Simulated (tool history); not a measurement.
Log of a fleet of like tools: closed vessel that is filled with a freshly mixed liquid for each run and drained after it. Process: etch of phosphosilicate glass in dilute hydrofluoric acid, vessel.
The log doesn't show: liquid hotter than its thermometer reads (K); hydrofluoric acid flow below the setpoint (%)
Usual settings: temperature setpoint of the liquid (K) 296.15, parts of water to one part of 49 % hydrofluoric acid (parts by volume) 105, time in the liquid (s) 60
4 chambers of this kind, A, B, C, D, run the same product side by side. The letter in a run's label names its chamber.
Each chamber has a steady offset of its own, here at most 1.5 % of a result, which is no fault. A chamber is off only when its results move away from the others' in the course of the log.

run,hour,temperature setpoint of the liquid (K),parts of water to one part of 49 % hydrofluoric acid (parts by volume),time in the liquid (s),hours since the thermometer was replaced,hours since the hydrofluoric acid flow meter was replaced,"read-back film thickness of the phosphosilicate glass reference wafer, read on the same gauge (nm)",thickness taken off the phosphosilicate glass on a monitor wafer (angstrom)
1D,6.9,296.15,105,60,784,137.9,140.03,775.76
2A,13.2,296.15,105,60,319.5,406.2,139.97,771.75
3C,17.7,296.15,105,60,324.8,516.5,139.99,769.77
4B,21.7,296.15,105,60,778.3,1001.9,140,781.54
5A,27.2,296.15,105,60,333.5,420.2,140.01,772.35
# hour 30.2: chamber B: hydrofluoric acid flow meter replaced
6B,31.5,291.65,150,60,788.1,1.4,140,435.25
7C,37.1,291.65,150,60,344.2,535.9,139.99,428.62
8D,40.6,291.65,150,60,817.7,171.6,139.96,429.73
9B,46.2,291.65,150,60,802.8,16.1,139.98,434.88
10A,51.8,296.15,105,60,358.1,444.8,139.99,761.02
11D,56.4,296.15,105,60,833.5,187.4,140.02,773.91
12C,61.6,296.15,105,60,368.7,560.4,140.03,770.6
13C,65.2,296.15,65,30,372.3,564,139.98,655.13
14B,68.8,296.15,65,30,825.4,38.7,139.99,670.98
15D,75,296.15,65,30,852.1,206,140.03,661.13
16A,80.8,296.15,65,30,387.1,473.8,139.96,651.97
17A,86.1,296.15,105,60,392.4,479.1,139.98,752.86
18C,89.5,296.15,105,60,396.6,588.3,139.99,769.78
19D,94.6,296.15,105,60,871.7,225.6,140.01,771.89
20B,97.6,296.15,105,60,854.2,67.5,139.98,784.32
21C,103.9,296.15,105,60,411,602.7,140.03,772.63
22A,108.4,296.15,105,60,414.7,501.4,140.03,749.14
23D,114.6,296.15,105,60,891.7,245.6,140.01,773.41
24B,120,296.15,105,60,876.6,89.9,139.99,786.34

Is one chamber off against the others, does the gauge drift, or is nothing wrong? If a chamber is off, say which, and what the likeliest cause is.

Chamber A drifts away from the others.
Cause: hydrofluoric acid flow below the setpoint (%) = 3.16.
The log may not tell that from: liquid colder than its thermometer reads (K).

Here are 4 candidates for chamber A's next run, each the usual settings with a change, their results left as question marks. Which one brings its results back in line with what the others give on the usual settings?
In line means no further than this from the other chambers' mean on the usual settings: thickness taken off the phosphosilicate glass on a monitor wafer (angstrom) 8.3
25A-1,125,296.65,105,60,,,,?
25A-2,125,295.15,105,60,,,,?
25A-3,125,297.15,105,60,,,,?
25A-4,125,295.65,105,60,,,,?

The other chambers' mean on the usual settings: thickness taken off the phosphosilicate glass on a monitor wafer (angstrom) 777.32
run,thickness taken off the phosphosilicate glass on a monitor wafer (angstrom)
25A-1,759.9
25A-2,715.55
25A-3,775.05
25A-4,730.01
25A-3 brings the chamber back in line.
